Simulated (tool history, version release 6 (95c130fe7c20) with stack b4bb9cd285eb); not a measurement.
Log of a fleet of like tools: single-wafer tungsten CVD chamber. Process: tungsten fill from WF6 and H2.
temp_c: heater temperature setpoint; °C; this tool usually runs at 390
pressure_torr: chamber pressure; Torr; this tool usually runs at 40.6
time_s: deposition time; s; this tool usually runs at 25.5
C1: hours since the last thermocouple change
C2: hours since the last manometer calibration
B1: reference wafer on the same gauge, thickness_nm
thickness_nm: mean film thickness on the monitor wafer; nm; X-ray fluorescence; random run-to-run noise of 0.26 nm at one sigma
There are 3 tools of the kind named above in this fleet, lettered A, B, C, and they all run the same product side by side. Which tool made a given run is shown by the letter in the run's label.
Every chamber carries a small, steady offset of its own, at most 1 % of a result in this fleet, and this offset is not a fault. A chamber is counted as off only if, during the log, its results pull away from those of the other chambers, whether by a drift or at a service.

Run 1B, hour 3.8: usual settings; C1 616.3; C2 1681.0; B1 67.212. Result: thickness_nm 71.491 nm.
Run 2A, hour 10.9: usual settings; C1 256.3; C2 284.0; B1 67.193. Result: thickness_nm 70.745 nm.
Run 3C, hour 17.3: usual settings; C1 660.8; C2 613.6; B1 67.228. Result: thickness_nm 70.360 nm.
Run 4C, hour 22.0: usual settings; C1 665.5; C2 618.3; B1 67.143. Result: thickness_nm 70.626 nm.
Run 5A, hour 26.7: usual settings; C1 272.1; C2 299.8; B1 67.189. Result: thickness_nm 71.012 nm.
Run 6B, hour 31.8: usual settings; C1 644.3; C2 1709.0; B1 67.161. Result: thickness_nm 71.311 nm.
Run 7A, hour 37.9: usual settings; C1 283.3; C2 311.0; B1 67.156. Result: thickness_nm 70.348 nm.
Run 8C, hour 45.6: usual settings; C1 689.1; C2 641.9; B1 67.184. Result: thickness_nm 70.538 nm.
Run 9B, hour 49.9: usual settings; C1 662.4; C2 1727.1; B1 67.183. Result: thickness_nm 71.319 nm.
Run 10C, hour 57.1: usual settings; C1 700.6; C2 653.4; B1 67.223. Result: thickness_nm 70.194 nm.
Run 11A, hour 63.6: usual settings; C1 309.0; C2 336.7; B1 67.218. Result: thickness_nm 70.468 nm.
Run 12B, hour 70.9: usual settings; C1 683.4; C2 1748.1; B1 67.214. Result: thickness_nm 70.611 nm.
Run 13C, hour 79.3: usual settings; C1 722.8; C2 675.6; B1 67.202. Result: thickness_nm 69.572 nm.
Run 14A, hour 84.8: usual settings; C1 330.2; C2 357.9; B1 67.207. Result: thickness_nm 70.917 nm.
Run 15B, hour 92.1: usual settings; C1 704.6; C2 1769.3; B1 67.257. Result: thickness_nm 71.246 nm.
Run 16C, hour 97.2: usual settings; C1 740.7; C2 693.5; B1 67.183. Result: thickness_nm 69.152 nm.
Run 17B, hour 103.7: usual settings but pressure_torr 49.6 Torr, time_s 28.8 s; C1 716.2; C2 1780.9; B1 67.202. Result: thickness_nm 88.264 nm.
Run 18A, hour 109.0: usual settings but pressure_torr 49.6 Torr, time_s 28.8 s; C1 354.4; C2 382.1; B1 67.238. Result: thickness_nm 87.799 nm.
Run 19B, hour 116.4: usual settings but pressure_torr 49.6 Torr, time_s 28.8 s; C1 728.9; C2 1793.6; B1 67.181. Result: thickness_nm 88.507 nm.
Run 20C, hour 124.2: usual settings; C1 767.7; C2 720.5; B1 67.174. Result: thickness_nm 69.174 nm.
Run 21A, hour 132.4: usual settings; C1 377.8; C2 405.5; B1 67.213. Result: thickness_nm 70.927 nm.
Run 22C, hour 140.1: usual settings; C1 783.6; C2 736.4; B1 67.238. Result: thickness_nm 68.944 nm.
Run 23A, hour 143.9: usual settings; C1 389.3; C2 417.0; B1 67.221. Result: thickness_nm 71.139 nm.
Run 24B, hour 151.8: usual settings; C1 764.3; C2 1829.0; B1 67.273. Result: thickness_nm 71.101 nm.
Run 25B, hour 159.4: usual settings but time_s 21.4 s; C1 771.9; C2 1836.6; B1 67.192. Result: thickness_nm 59.764 nm.
Run 26C, hour 164.9: usual settings but time_s 21.4 s; C1 808.4; C2 761.2; B1 67.208. Result: thickness_nm 57.482 nm.
Run 27A, hour 173.1: usual settings but time_s 21.4 s; C1 418.5; C2 446.2; B1 67.232. Result: thickness_nm 59.382 nm.
Run 28B, hour 181.4: usual settings but pressure_torr 31.6 Torr, time_s 23.0 s; C1 793.9; C2 1858.6; B1 67.137. Result: thickness_nm 56.645 nm.
Run 29C, hour 186.8: usual settings but pressure_torr 31.6 Torr, time_s 23.0 s; C1 830.3; C2 783.1; B1 67.218. Result: thickness_nm 53.940 nm.
Run 30A, hour 194.9: usual settings but pressure_torr 31.6 Torr, time_s 23.0 s; C1 440.3; C2 468.0; B1 67.187. Result: thickness_nm 56.736 nm.
Run 31C, hour 202.8: usual settings but time_s 29.6 s; C1 846.3; C2 799.1; B1 67.196. Result: thickness_nm 78.709 nm.
Run 32A, hour 207.3: usual settings but time_s 29.6 s; C1 452.7; C2 480.4; B1 67.258. Result: thickness_nm 82.308 nm.
Run 33B, hour 211.2: usual settings but time_s 29.6 s; C1 823.7; C2 1888.4; B1 67.218. Result: thickness_nm 82.959 nm.
Run 34A, hour 218.2: usual settings; C1 463.6; C2 491.3; B1 67.138. Result: thickness_nm 70.719 nm.
Run 35C, hour 224.9: usual settings; C1 868.4; C2 821.2; B1 67.197. Result: thickness_nm 66.975 nm.

Next, every chamber runs the same settings. What will each give?
Run 36A, hour 230.9: usual settings. Result: thickness_nm ?.
Run 36B, hour 230.9: usual settings. Result: thickness_nm ?.
Run 36C, hour 230.9: usual settings. Result: thickness_nm ?.

run  thickness_nm
36A        70.706
36B        71.362
36C        67.647
